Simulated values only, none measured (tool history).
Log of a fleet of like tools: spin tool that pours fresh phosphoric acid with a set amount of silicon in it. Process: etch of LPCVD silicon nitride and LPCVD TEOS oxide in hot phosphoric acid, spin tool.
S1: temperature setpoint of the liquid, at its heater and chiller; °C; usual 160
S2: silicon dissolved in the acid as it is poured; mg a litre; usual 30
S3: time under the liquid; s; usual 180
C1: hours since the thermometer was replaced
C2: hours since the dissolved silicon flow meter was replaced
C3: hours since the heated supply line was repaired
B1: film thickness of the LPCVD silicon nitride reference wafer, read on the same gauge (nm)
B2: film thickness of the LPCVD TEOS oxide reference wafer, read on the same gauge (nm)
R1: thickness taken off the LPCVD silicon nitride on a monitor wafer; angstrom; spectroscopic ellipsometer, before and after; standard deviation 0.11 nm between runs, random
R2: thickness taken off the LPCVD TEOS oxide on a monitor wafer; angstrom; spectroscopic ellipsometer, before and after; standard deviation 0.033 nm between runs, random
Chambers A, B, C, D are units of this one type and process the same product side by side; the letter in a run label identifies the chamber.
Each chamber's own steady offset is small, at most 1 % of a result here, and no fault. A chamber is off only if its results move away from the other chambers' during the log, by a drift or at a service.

Run 1C, hour 5.6: usual settings; C1 729.8; C2 1303.6; C3 528.5; B1 139.98; B2 99.981. Result: R1 144.820 angstrom, R2 2.44370 angstrom.
Run 2B, hour 13.0: usual settings; C1 1197.9; C2 156.9; C3 249.0; B1 140.03; B2 100.020. Result: R1 144.540 angstrom, R2 2.59070 angstrom.
Run 3D, hour 22.6: usual settings; C1 311.6; C2 970.6; C3 798.8; B1 139.99; B2 100.020. Result: R1 144.400 angstrom, R2 2.29640 angstrom.
Run 4A, hour 30.3: usual settings; C1 630.6; C2 228.3; C3 1531.8; B1 139.99; B2 99.995. Result: R1 143.190 angstrom, R2 2.61320 angstrom.
Run 5C, hour 35.4: usual settings; C1 759.6; C2 1333.4; C3 558.3; B1 139.99; B2 100.000. Result: R1 143.340 angstrom, R2 2.88900 angstrom.
Run 6B, hour 46.5: usual settings; C1 1231.4; C2 190.4; C3 282.5; B1 139.98; B2 100.010. Result: R1 143.660 angstrom, R2 1.89890 angstrom.
Run 7A, hour 55.0: usual settings; C1 655.3; C2 253.0; C3 1556.5; B1 140.00; B2 100.020. Result: R1 142.830 angstrom, R2 2.43210 angstrom.
Run 8D, hour 62.7: usual settings; C1 351.7; C2 1010.7; C3 838.9; B1 140.00; B2 99.993. Result: R1 143.120 angstrom, R2 2.73220 angstrom.
Run 9B, hour 69.6: usual settings; C1 1254.5; C2 213.5; C3 305.6; B1 140.01; B2 99.994. Result: R1 142.780 angstrom, R2 3.00430 angstrom.
Run 10A, hour 77.4: usual settings; C1 677.7; C2 275.4; C3 1578.9; B1 140.00; B2 100.030. Result: R1 145.160 angstrom, R2 2.16750 angstrom.
Run 11D, hour 86.8: usual settings but S1 158 °C, S3 90 s; C1 375.8; C2 1034.8; C3 863.0; B1 139.99; B2 100.020. Result: R1 67.253 angstrom, R2 1.07610 angstrom.
Run 12C, hour 92.0: usual settings but S1 158 °C, S3 90 s; C1 816.2; C2 1390.0; C3 614.9; B1 140.00; B2 99.963. Result: R1 66.393 angstrom, R2 1.18930 angstrom.
Run 13B, hour 100.1: usual settings but S1 158 °C, S3 90 s; C1 1285.0; C2 244.0; C3 336.1; B1 140.02; B2 99.996. Result: R1 66.473 angstrom, R2 1.03290 angstrom.
Run 14A, hour 109.7: usual settings but S1 158 °C, S3 90 s; C1 710.0; C2 307.7; C3 1611.2; B1 139.99; B2 99.991. Result: R1 67.018 angstrom, R2 1.16720 angstrom.
At hour 112.3: chamber D: heated supply line repaired.
Run 15C, hour 121.3: usual settings but S3 255 s; C1 845.5; C2 1419.3; C3 644.2; B1 140.00; B2 100.020. Result: R1 201.560 angstrom, R2 2.87030 angstrom.
Run 16D, hour 127.8: usual settings but S3 255 s; C1 416.8; C2 1075.8; C3 15.6; B1 140.00; B2 99.996. Result: R1 200.770 angstrom, R2 3.96140 angstrom.
Run 17C, hour 135.9: usual settings but S3 255 s; C1 860.1; C2 1433.9; C3 658.8; B1 140.03; B2 99.999. Result: R1 205.830 angstrom, R2 3.25990 angstrom.
Run 18D, hour 144.1: usual settings but S3 255 s; C1 433.1; C2 1092.1; C3 31.9; B1 139.99; B2 100.000. Result: R1 205.430 angstrom, R2 4.19440 angstrom.
Run 19A, hour 149.7: usual settings; C1 750.0; C2 347.7; C3 1651.2; B1 140.02; B2 99.988. Result: R1 142.700 angstrom, R2 2.70380 angstrom.
Run 20B, hour 157.7: usual settings but S2 50 mg a litre; C1 1342.6; C2 301.6; C3 393.7; B1 140.02; B2 99.979. Result: R1 136.250 angstrom, R2 0.78237 angstrom.
Run 21C, hour 163.0: usual settings but S2 50 mg a litre; C1 887.2; C2 1461.0; C3 685.9; B1 140.01; B2 100.010. Result: R1 143.530 angstrom, R2 0.88418 angstrom.
Run 22B, hour 173.2: usual settings but S2 50 mg a litre; C1 1358.1; C2 317.1; C3 409.2; B1 140.00; B2 99.997. Result: R1 135.610 angstrom, R2 0.93996 angstrom.
Run 23A, hour 182.8: usual settings but S2 50 mg a litre; C1 783.1; C2 380.8; C3 1684.3; B1 140.01; B2 100.040. Result: R1 143.980 angstrom, R2 0.87176 angstrom.
Run 24D, hour 193.8: usual settings; C1 482.8; C2 1141.8; C3 81.6; B1 140.03; B2 99.993. Result: R1 142.250 angstrom, R2 2.34190 angstrom.

For the next run the whole fleet of 4 chambers uses the same settings. Give each chamber's results:
Run 25A, hour 202.1: usual settings. Result: R1 ?, R2 ?.
Run 25B, hour 202.1: usual settings. Result: R1 ?, R2 ?.
Run 25C, hour 202.1: usual settings. Result: R1 ?, R2 ?.
Run 25D, hour 202.1: usual settings. Result: R1 ?, R2 ?.

run       R1       R2
25A  144.230  2.99540
25B  136.180  2.29180
25C  145.240  2.42970
25D  145.210  2.70760

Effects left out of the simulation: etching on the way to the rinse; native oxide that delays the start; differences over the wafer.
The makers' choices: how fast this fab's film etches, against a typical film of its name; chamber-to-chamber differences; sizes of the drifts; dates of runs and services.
